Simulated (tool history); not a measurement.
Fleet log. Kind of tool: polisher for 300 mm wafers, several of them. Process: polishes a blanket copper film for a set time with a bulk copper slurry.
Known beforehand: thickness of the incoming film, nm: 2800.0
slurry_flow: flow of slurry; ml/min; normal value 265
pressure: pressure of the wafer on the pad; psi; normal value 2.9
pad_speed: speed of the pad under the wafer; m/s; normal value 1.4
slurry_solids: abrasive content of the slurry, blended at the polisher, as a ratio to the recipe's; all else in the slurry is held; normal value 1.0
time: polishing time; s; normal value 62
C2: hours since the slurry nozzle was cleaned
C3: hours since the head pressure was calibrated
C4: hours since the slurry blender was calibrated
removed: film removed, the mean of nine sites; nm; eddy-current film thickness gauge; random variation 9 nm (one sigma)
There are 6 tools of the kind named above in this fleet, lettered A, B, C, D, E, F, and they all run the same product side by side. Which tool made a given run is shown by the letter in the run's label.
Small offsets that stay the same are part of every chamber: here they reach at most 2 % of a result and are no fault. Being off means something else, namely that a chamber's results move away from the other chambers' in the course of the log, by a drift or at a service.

At hour 3.5: chamber A: worn pad replaced by a new one.
Run 1F, hour 5.9: usual settings; wafers polished on this pad 360; C2 80.4; C3 282.1; C4 137.6. Result: removed 790.55 nm.
Run 2A, hour 12.7: usual settings; wafers polished on this pad 89; C2 367.5; C3 78.6; C4 275.1. Result: removed 767.61 nm.
Run 3E, hour 18.6: usual settings; wafers polished on this pad 661; C2 204.8; C3 689.7; C4 335.0. Result: removed 761.21 nm.
Run 4D, hour 25.3: usual settings; wafers polished on this pad 927; C2 192.0; C3 283.2; C4 128.9. Result: removed 760.39 nm.
At hour 26.6: chamber D: worn pad replaced by a new one.
Run 5B, hour 33.9: usual settings but pressure 3.3 psi, time 80 s; wafers polished on this pad 331; C2 384.0; C3 413.0; C4 107.9. Result: removed 1125.20 nm.
Run 6C, hour 43.0: usual settings but pressure 3.3 psi, time 80 s; wafers polished on this pad 991; C2 250.2; C3 980.8; C4 223.7. Result: removed 1126.60 nm.
Run 7D, hour 49.8: usual settings but pressure 3.3 psi, time 80 s; wafers polished on this pad 224; C2 216.5; C3 307.7; C4 153.4. Result: removed 1092.50 nm.
Run 8B, hour 56.8: usual settings but pressure 3.3 psi, time 80 s; wafers polished on this pad 553; C2 406.9; C3 435.9; C4 130.8. Result: removed 1127.00 nm.
At hour 60.3: chamber C: head pressure recalibrated.
At hour 61.5: chamber E: slurry nozzle cleaned.
Run 9A, hour 65.3: usual settings but pressure 3.3 psi, time 80 s; wafers polished on this pad 599; C2 420.1; C3 131.2; C4 327.7. Result: removed 1107.40 nm.
Run 10F, hour 73.7: usual settings but pressure 3.3 psi, time 80 s; wafers polished on this pad 1017; C2 148.2; C3 349.9; C4 205.4. Result: removed 1130.70 nm.
At hour 79.5: chamber B: head pressure recalibrated.
Run 11E, hour 82.4: usual settings; wafers polished on this pad 1279; C2 21.0; C3 753.5; C4 398.8. Result: removed 776.23 nm.
At hour 86.4: chamber F: worn pad replaced by a new one.
At hour 89.6: chamber E: worn pad replaced by a new one.
Run 12C, hour 91.0: usual settings; wafers polished on this pad 1456; C2 298.2; C3 30.7; C4 271.7. Result: removed 755.83 nm.
At hour 92.3: chamber B: worn pad replaced by a new one.
At hour 95.0: chamber A: slurry nozzle cleaned.
Run 13E, hour 96.2: usual settings; wafers polished on this pad 64; C2 34.8; C3 767.3; C4 412.6. Result: removed 756.29 nm.
Run 14A, hour 100.6: usual settings; wafers polished on this pad 941; C2 5.6; C3 166.5; C4 363.0. Result: removed 754.69 nm.
At hour 101.6: chamber D: worn pad replaced by a new one.
Run 15B, hour 106.8: usual settings; wafers polished on this pad 140; C2 456.9; C3 27.4; C4 180.8. Result: removed 742.37 nm.
Run 16C, hour 113.1: usual settings but time 84 s; wafers polished on this pad 1671; C2 320.3; C3 52.8; C4 293.8. Result: removed 1028.10 nm.
At hour 116.3: chamber C: slurry blender recalibrated.
At hour 118.1: chamber E: slurry blender recalibrated.
Run 17D, hour 120.2: usual settings but time 84 s; wafers polished on this pad 180; C2 286.9; C3 378.1; C4 223.8. Result: removed 1023.70 nm.
Run 18F, hour 124.6: usual settings but time 84 s; wafers polished on this pad 370; C2 199.1; C3 400.8; C4 256.3. Result: removed 1058.30 nm.
Run 19A, hour 134.3: usual settings but time 84 s; wafers polished on this pad 1267; C2 39.3; C3 200.2; C4 396.7. Result: removed 1044.80 nm.
Run 20C, hour 143.5: usual settings but time 84 s; wafers polished on this pad 1965; C2 350.7; C3 83.2; C4 27.2. Result: removed 1052.70 nm.
Run 21D, hour 151.9: usual settings but time 84 s; wafers polished on this pad 487; C2 318.6; C3 409.8; C4 255.5. Result: removed 1025.30 nm.
Run 22E, hour 159.2: usual settings; wafers polished on this pad 675; C2 97.8; C3 830.3; C4 41.1. Result: removed 767.70 nm.
At hour 164.1: chamber A: worn pad replaced by a new one.
At hour 164.8: chamber B: slurry blender recalibrated.
Run 23F, hour 167.6: usual settings; wafers polished on this pad 786; C2 242.1; C3 443.8; C4 299.3. Result: removed 787.04 nm.
Run 24B, hour 172.9: usual settings; wafers polished on this pad 781; C2 523.0; C3 93.5; C4 8.1. Result: removed 755.95 nm.
At hour 175.2: chamber D: slurry nozzle cleaned.
At hour 175.8: chamber D: slurry blender recalibrated.
Run 25D, hour 182.8: usual settings; wafers polished on this pad 787; C2 7.6; C3 440.7; C4 7.0. Result: removed 744.36 nm.
At hour 189.9: chamber C: slurry nozzle cleaned.
At hour 191.8: chamber D: worn pad replaced by a new one.
Run 26C, hour 192.8: usual settings; wafers polished on this pad 2443; C2 2.9; C3 132.5; C4 76.5. Result: removed 749.15 nm.
At hour 198.9: chamber F: worn pad replaced by a new one.
Run 27E, hour 201.8: usual settings; wafers polished on this pad 1087; C2 140.4; C3 872.9; C4 83.7. Result: removed 774.45 nm.
At hour 206.9: chamber B: worn pad replaced by a new one.
Run 28F, hour 211.8: usual settings; wafers polished on this pad 125; C2 286.3; C3 488.0; C4 343.5. Result: removed 755.09 nm.
At hour 213.3: chamber A: slurry blender recalibrated.
Run 29A, hour 218.1: usual settings; wafers polished on this pad 523; C2 123.1; C3 284.0; C4 4.9. Result: removed 745.26 nm.
Run 30B, hour 226.3: usual settings but slurry_flow 215 ml/min, time 50 s; wafers polished on this pad 188; C2 576.4; C3 146.9; C4 61.5. Result: removed 608.37 nm.
Run 31E, hour 233.7: usual settings but slurry_flow 215 ml/min, time 50 s; wafers polished on this pad 1396; C2 172.3; C3 904.8; C4 115.6. Result: removed 609.46 nm.
Run 32C, hour 241.5: usual settings but slurry_flow 215 ml/min, time 50 s; wafers polished on this pad 2914; C2 51.6; C3 181.2; C4 125.2. Result: removed 587.17 nm.
At hour 248.7: chamber E: worn pad replaced by a new one.
Run 33D, hour 251.3: usual settings but slurry_flow 215 ml/min, time 50 s; wafers polished on this pad 576; C2 76.1; C3 509.2; C4 75.5. Result: removed 610.66 nm.
Run 34B, hour 256.0: usual settings but slurry_flow 215 ml/min, time 50 s; wafers polished on this pad 476; C2 606.1; C3 176.6; C4 91.2. Result: removed 605.76 nm.
At hour 264.4: chamber D: worn pad replaced by a new one.
Run 35F, hour 265.0: usual settings but slurry_flow 215 ml/min, time 50 s; wafers polished on this pad 641; C2 339.5; C3 541.2; C4 396.7. Result: removed 614.82 nm.
Run 36A, hour 274.8: usual settings; wafers polished on this pad 1072; C2 179.8; C3 340.7; C4 61.6. Result: removed 751.71 nm.
Run 37A, hour 283.9: usual settings; wafers polished on this pad 1161; C2 188.9; C3 349.8; C4 70.7. Result: removed 745.50 nm.
Run 38C, hour 289.1: usual settings; wafers polished on this pad 3376; C2 99.2; C3 228.8; C4 172.8. Result: removed 698.86 nm.
Run 39E, hour 294.0: usual settings; wafers polished on this pad 439; C2 232.6; C3 965.1; C4 175.9. Result: removed 763.11 nm.
Run 40F, hour 302.6: usual settings; wafers polished on this pad 1005; C2 377.1; C3 578.8; C4 434.3. Result: removed 794.60 nm.
At hour 304.3: chamber B: worn pad replaced by a new one.
Run 41D, hour 308.3: usual settings; wafers polished on this pad 426; C2 133.1; C3 566.2; C4 132.5. Result: removed 759.06 nm.
Run 42B, hour 314.0: usual settings; wafers polished on this pad 94; C2 664.1; C3 234.6; C4 149.2. Result: removed 763.47 nm.
At hour 314.4: chamber A: worn pad replaced by a new one.
Run 43A, hour 323.7: usual settings; wafers polished on this pad 90; C2 228.7; C3 389.6; C4 110.5. Result: removed 742.90 nm.
Run 44B, hour 328.3: usual settings; wafers polished on this pad 233; C2 678.4; C3 248.9; C4 163.5. Result: removed 761.13 nm.

All chambers now run identical settings, listed one chamber a line with results as question marks. What results will each chamber show?
Run 45A, hour 335.5: usual settings but slurry_solids 0.7. Result: removed ?.
Run 45B, hour 335.5: usual settings but slurry_solids 0.7. Result: removed ?.
Run 45C, hour 335.5: usual settings but slurry_solids 0.7. Result: removed ?.
Run 45D, hour 335.5: usual settings but slurry_solids 0.7. Result: removed ?.
Run 45E, hour 335.5: usual settings but slurry_solids 0.7. Result: removed ?.
Run 45F, hour 335.5: usual settings but slurry_solids 0.7. Result: removed ?.

run  removed
45A   700.35
45B   709.15
45C   625.28
45D   714.53
45E   702.43
45F   706.15

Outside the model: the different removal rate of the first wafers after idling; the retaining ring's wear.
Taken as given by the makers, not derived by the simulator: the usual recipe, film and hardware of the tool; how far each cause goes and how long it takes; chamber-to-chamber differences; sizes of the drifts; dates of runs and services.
